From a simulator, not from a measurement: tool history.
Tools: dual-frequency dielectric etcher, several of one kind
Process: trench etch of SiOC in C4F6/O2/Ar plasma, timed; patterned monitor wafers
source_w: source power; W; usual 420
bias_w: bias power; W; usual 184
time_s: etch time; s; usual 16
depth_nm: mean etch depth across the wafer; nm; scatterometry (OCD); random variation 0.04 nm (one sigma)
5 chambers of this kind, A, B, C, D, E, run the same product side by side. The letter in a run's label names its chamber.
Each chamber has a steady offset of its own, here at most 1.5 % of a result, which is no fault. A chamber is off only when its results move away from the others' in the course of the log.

| run | hour | source_w | bias_w | time_s | read-back reference wafer on the same gauge, depth_nm | depth_nm |
|---|---|---|---|---|---|---|
| 1A | 7 | 420 | 184 | 16 | 28.194 | 33.95 |
| 2C | 13.2 | 420 | 184 | 16 | 28.196 | 34.082 |
| 3E | 18.3 | 420 | 184 | 16 | 28.197 | 34.404 |
| 4B | 26 | 420 | 184 | 16 | 28.192 | 34.435 |
| 5D | 34.2 | 420 | 184 | 16 | 28.181 | 34.009 |
| 6E | 41.5 | 420 | 184 | 16 | 28.182 | 34.363 |
|  | 43.6 | chamber B: wet clean of the chamber |
| 7D | 47.9 | 420 | 184 | 16 | 28.166 | 33.919 |
| 8A | 54.2 | 420 | 184 | 16 | 28.17 | 33.993 |
|  | 56.1 | chamber C: wet clean of the chamber |
| 9B | 58.4 | 420 | 184 | 16 | 28.167 | 34.425 |
| 10C | 65.3 | 420 | 184 | 16 | 28.163 | 34.033 |
| 11D | 70.3 | 420 | 184 | 16 | 28.161 | 33.906 |
| 12A | 75.1 | 420 | 184 | 16 | 28.158 | 33.852 |
| 13C | 82 | 420 | 184 | 16 | 28.151 | 34.028 |
| 14E | 88.5 | 420 | 184 | 16 | 28.142 | 34.284 |
| 15B | 94.9 | 420 | 184 | 16 | 28.143 | 34.462 |
| 16C | 99.1 | 420 | 184 | 16 | 28.138 | 34.013 |
| 17A | 106.5 | 420 | 184 | 16 | 28.139 | 33.809 |
| 18D | 114.2 | 420 | 184 | 16 | 28.129 | 33.884 |
| 19E | 119.6 | 420 | 184 | 16 | 28.127 | 34.345 |
| 20B | 124.4 | 500 | 148 | 16 | 28.127 | 34.425 |
|  | 124.6 | chamber E: wet clean of the chamber |
| 21B | 132.1 | 500 | 148 | 16 | 28.124 | 34.507 |
| 22E | 139.5 | 500 | 148 | 16 | 28.121 | 34.224 |
| 23A | 143.9 | 500 | 148 | 16 | 28.128 | 33.921 |
| 24C | 149.5 | 500 | 148 | 16 | 28.119 | 34.031 |
| 25D | 156.7 | 420 | 184 | 11.5 | 28.106 | 24.413 |
| 26A | 163 | 420 | 184 | 11.5 | 28.098 | 24.292 |
| 27C | 167.7 | 420 | 184 | 11.5 | 28.108 | 24.41 |
| 28B | 173.6 | 420 | 184 | 11.5 | 28.097 | 24.738 |
| 29D | 178.4 | 420 | 184 | 11.5 | 28.091 | 24.359 |
| 30E | 185.3 | 420 | 184 | 16 | 28.082 | 34.288 |
| 31B | 191.1 | 420 | 184 | 16 | 28.085 | 34.328 |
| 32A | 195.8 | 420 | 184 | 11.5 | 28.081 | 24.284 |
| 33E | 199.7 | 420 | 184 | 11.5 | 28.083 | 24.566 |
| 34C | 205.6 | 420 | 184 | 11.5 | 28.077 | 24.377 |
| 35D | 211.4 | 420 | 184 | 11.5 | 28.083 | 24.373 |
| 36B | 217.7 | 420 | 184 | 11.5 | 28.07 | 24.706 |
| 37D | 223.9 | 420 | 184 | 16 | 28.069 | 33.853 |

What goes on in this fleet: one chamber off, a drifting gauge, or nothing beyond the chambers' own small offsets? Name the chamber and the cause, if any.

The gauge drifts, so all chambers seem to drift together. No chamber is off.
Cause: gauge reads low (%) = 0.485.

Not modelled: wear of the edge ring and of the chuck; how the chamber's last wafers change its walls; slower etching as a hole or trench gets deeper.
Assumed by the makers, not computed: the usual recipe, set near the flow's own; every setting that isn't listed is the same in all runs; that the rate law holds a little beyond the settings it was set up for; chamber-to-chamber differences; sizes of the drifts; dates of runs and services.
